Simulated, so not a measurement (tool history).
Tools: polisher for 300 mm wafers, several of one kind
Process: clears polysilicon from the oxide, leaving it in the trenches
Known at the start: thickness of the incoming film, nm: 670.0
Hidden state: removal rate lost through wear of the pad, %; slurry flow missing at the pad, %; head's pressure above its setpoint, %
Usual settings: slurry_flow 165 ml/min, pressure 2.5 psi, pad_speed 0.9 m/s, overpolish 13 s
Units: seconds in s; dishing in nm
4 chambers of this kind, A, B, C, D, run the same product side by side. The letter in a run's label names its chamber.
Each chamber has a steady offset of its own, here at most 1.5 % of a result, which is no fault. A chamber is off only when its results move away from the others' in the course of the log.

| run | day | slurry_flow | pressure | pad_speed | overpolish | wafers polished on this pad | hours since the slurry nozzle was cleaned | hours since the head pressure was calibrated | seconds | dishing |
|---|---|---|---|---|---|---|---|---|---|---|
|  | 0.004 | chamber B: slurry nozzle cleaned |
|  | 0.208 | chamber C: worn pad replaced by a new one |
| 1A | 0.233 | 165 | 2.5 | 0.9 | 13 | 79 | 109.9 | 883.5 | 54.23 | 61.699 |
| 2B | 0.517 | 165 | 2.5 | 0.9 | 13 | 843 | 12.3 | 131.7 | 52.467 | 64.564 |
|  | 0.617 | chamber B: worn pad replaced by a new one |
| 3D | 0.792 | 165 | 2.5 | 0.9 | 13 | 284 | 580.3 | 391.8 | 51.877 | 62.407 |
| 4C | 1.071 | 165 | 2.5 | 0.9 | 13 | 229 | 83.3 | 376 | 52.346 | 61.299 |
| 5C | 1.383 | 165 | 2.5 | 0.9 | 13 | 312 | 90.8 | 383.5 | 54.098 | 60.885 |
| 6D | 1.688 | 165 | 2.5 | 0.9 | 13 | 522 | 601.8 | 413.3 | 53.019 | 61.687 |
| 7A | 1.929 | 165 | 2.5 | 0.9 | 13 | 530 | 150.6 | 924.2 | 51.657 | 65.087 |
|  | 1.962 | chamber D: slurry nozzle cleaned |
|  | 2.042 | chamber D: worn pad replaced by a new one |
| 8B | 2.204 | 165 | 2.5 | 0.9 | 13 | 423 | 52.8 | 172.2 | 51.114 | 62.712 |
| 9C | 2.458 | 165 | 2.5 | 0.9 | 13 | 598 | 116.6 | 409.3 | 53.077 | 61.525 |
| 10B | 2.767 | 165 | 2.5 | 0.9 | 13 | 572 | 66.3 | 185.7 | 53.245 | 63.58 |
| 11D | 3.004 | 165 | 2.5 | 0.9 | 13 | 257 | 25 | 444.9 | 52.106 | 61.985 |
| 12A | 3.25 | 165 | 2.5 | 1.12 | 13 | 882 | 182.3 | 955.9 | 42.434 | 62.994 |
| 13B | 3.392 | 165 | 2.5 | 1.12 | 13 | 739 | 81.3 | 200.7 | 43.071 | 63.485 |
| 14A | 3.554 | 165 | 2.5 | 1.12 | 13 | 963 | 189.6 | 963.2 | 42.881 | 63.614 |
| 15C | 3.7 | 165 | 2.5 | 1.12 | 13 | 929 | 146.4 | 439.1 | 43.065 | 65.214 |
| 16D | 3.971 | 165 | 2.5 | 0.9 | 13 | 514 | 48.2 | 468.1 | 52.145 | 61.515 |
|  | 4 | chamber D: worn pad replaced by a new one |
| 17D | 4.279 | 165 | 2.5 | 0.9 | 7 | 74 | 55.6 | 475.5 | 52.599 | 50.298 |
| 18A | 4.5 | 165 | 2.5 | 0.9 | 7 | 1214 | 212.3 | 985.9 | 53.34 | 49.808 |
|  | 4.504 | chamber B: worn pad replaced by a new one |
| 19B | 4.792 | 165 | 2.5 | 0.9 | 7 | 76 | 114.9 | 234.3 | 51.786 | 49.339 |
|  | 4.946 | chamber C: worn pad replaced by a new one |
| 20C | 5.092 | 165 | 2.5 | 0.9 | 7 | 39 | 179.8 | 472.5 | 51.979 | 48.355 |
|  | 5.138 | chamber C: head pressure recalibrated |
| 21A | 5.246 | 165 | 1.7 | 0.9 | 17 | 1413 | 230.2 | 1003.8 | 77.088 | 60.288 |
|  | 5.292 | chamber A: worn pad replaced by a new one |
| 22C | 5.533 | 165 | 1.7 | 0.9 | 17 | 157 | 190.4 | 9.5 | 75.767 | 60.603 |
| 23B | 5.704 | 165 | 1.7 | 0.9 | 17 | 319 | 136.8 | 256.2 | 79.194 | 60.679 |
|  | 5.879 | chamber A: head pressure recalibrated |
| 24D | 5.925 | 165 | 1.7 | 0.9 | 17 | 512 | 95.1 | 515 | 79.289 | 59.733 |
|  | 6.05 | chamber D: worn pad replaced by a new one |
| 25D | 6.108 | 165 | 2.5 | 1.02 | 13 | 15 | 99.5 | 519.4 | 46.106 | 64.78 |
| 26A | 6.271 | 165 | 2.5 | 1.02 | 13 | 260 | 254.8 | 9.5 | 47.37 | 66.035 |
| 27C | 6.492 | 165 | 2.5 | 1.02 | 13 | 412 | 213.4 | 32.5 | 47.056 | 65.117 |
| 28B | 6.788 | 165 | 2.5 | 1.02 | 13 | 607 | 162.8 | 282.2 | 46.477 | 63.087 |
| 29B | 7.054 | 165 | 2.5 | 0.9 | 13 | 678 | 169.2 | 288.6 | 51.983 | 63.287 |
| 30D | 7.3 | 165 | 2.5 | 0.9 | 13 | 332 | 128.1 | 548 | 52.961 | 61.474 |
| 31C | 7.467 | 165 | 2.5 | 0.9 | 13 | 671 | 236.8 | 55.9 | 54.166 | 61.747 |
| 32A | 7.683 | 165 | 2.5 | 0.9 | 13 | 636 | 288.7 | 43.4 | 51.916 | 61.627 |

What goes on in this fleet: one chamber off, a drifting gauge, or nothing beyond the chambers' own small offsets? Name the chamber and the cause, if any.

No chamber stands off beyond its own small offset, and the gauge holds steady.
